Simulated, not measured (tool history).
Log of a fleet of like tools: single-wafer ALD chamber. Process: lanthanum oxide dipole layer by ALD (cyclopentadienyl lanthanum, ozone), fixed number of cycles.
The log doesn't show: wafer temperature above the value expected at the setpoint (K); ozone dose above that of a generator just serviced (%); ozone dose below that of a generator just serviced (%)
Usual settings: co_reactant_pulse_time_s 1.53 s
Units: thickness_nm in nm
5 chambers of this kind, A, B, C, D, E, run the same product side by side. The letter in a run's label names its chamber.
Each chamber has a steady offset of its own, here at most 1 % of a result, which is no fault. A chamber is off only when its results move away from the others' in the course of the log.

run	hour	co_reactant_pulse_time_s	hours since the last thermocouple change	hours since the last ozone generator service	read-back reference wafer on the same gauge, thickness_nm	thickness_nm
1C	2.1	1.53	842.6	489.2	0.59729	0.5495
2A	4.7	1.53	1011.8	1049.2	0.59692	0.55403
3D	6.7	1.53	2044.8	758.1	0.59725	0.54891
4B	10.3	1.53	773.3	724	0.59699	0.55269
5E	13.9	1.85	907.6	665.8	0.59657	0.5614
6D	17.4	1.85	2055.5	768.8	0.59721	0.56061
7E	21.3	1.85	915	673.2	0.597	0.56489
8C	24.4	1.85	864.9	511.5	0.59703	0.55792
9A	28.4	1.85	1035.5	1072.9	0.59689	0.5683
10B	32.3	1.33	795.3	746	0.59666	0.54408
11A	34.2	1.33	1041.3	1078.7	0.59757	0.54111
12C	36.3	1.33	876.8	523.4	0.59611	0.53817
13E	39.2	1.33	932.9	691.1	0.59685	0.53555
14B	41.3	1.33	804.3	755	0.59772	0.53806
15D	43.4	1.53	2081.5	794.8	0.59687	0.54563
16C	47.5	1.19	888	534.6	0.59665	0.52111
17E	50.2	1.19	943.9	702.1	0.59755	0.52461
18D	52.1	1.19	2090.2	803.5	0.59675	0.52384
19B	55.7	1.19	818.7	769.4	0.5966	0.5287
20A	59.2	1.19	1066.3	1103.7	0.5965	0.5269
21B	63.2	1.81	826.2	776.9	0.59693	0.56296
22D	67	1.81	2105.1	818.4	0.59725	0.56003
23E	71.2	1.81	964.9	723.1	0.59685	0.56126
24C	74.4	1.81	914.9	561.5	0.59682	0.55626
25A	76.7	1.81	1083.8	1121.2	0.59705	0.56701
26E	79.4	1.53	973.1	731.3	0.59716	0.54373
27C	83.4	1.53	923.9	570.5	0.59698	0.54627
28A	86	1.53	1093.1	1130.5	0.59721	0.55052
29D	88.2	1.53	2126.3	839.6	0.59701	0.54387
30B	90.9	1.53	853.9	804.6	0.59728	0.5544
31D	93.1	1.53	2131.2	844.5	0.59693	0.54733
32E	95.3	1.05	989	747.2	0.59756	0.50403

Is one chamber off against the others, does the gauge drift, or is nothing wrong? If a chamber is off, say which, and what the likeliest cause is.

No chamber stands off beyond its own small offset, and the gauge holds steady.
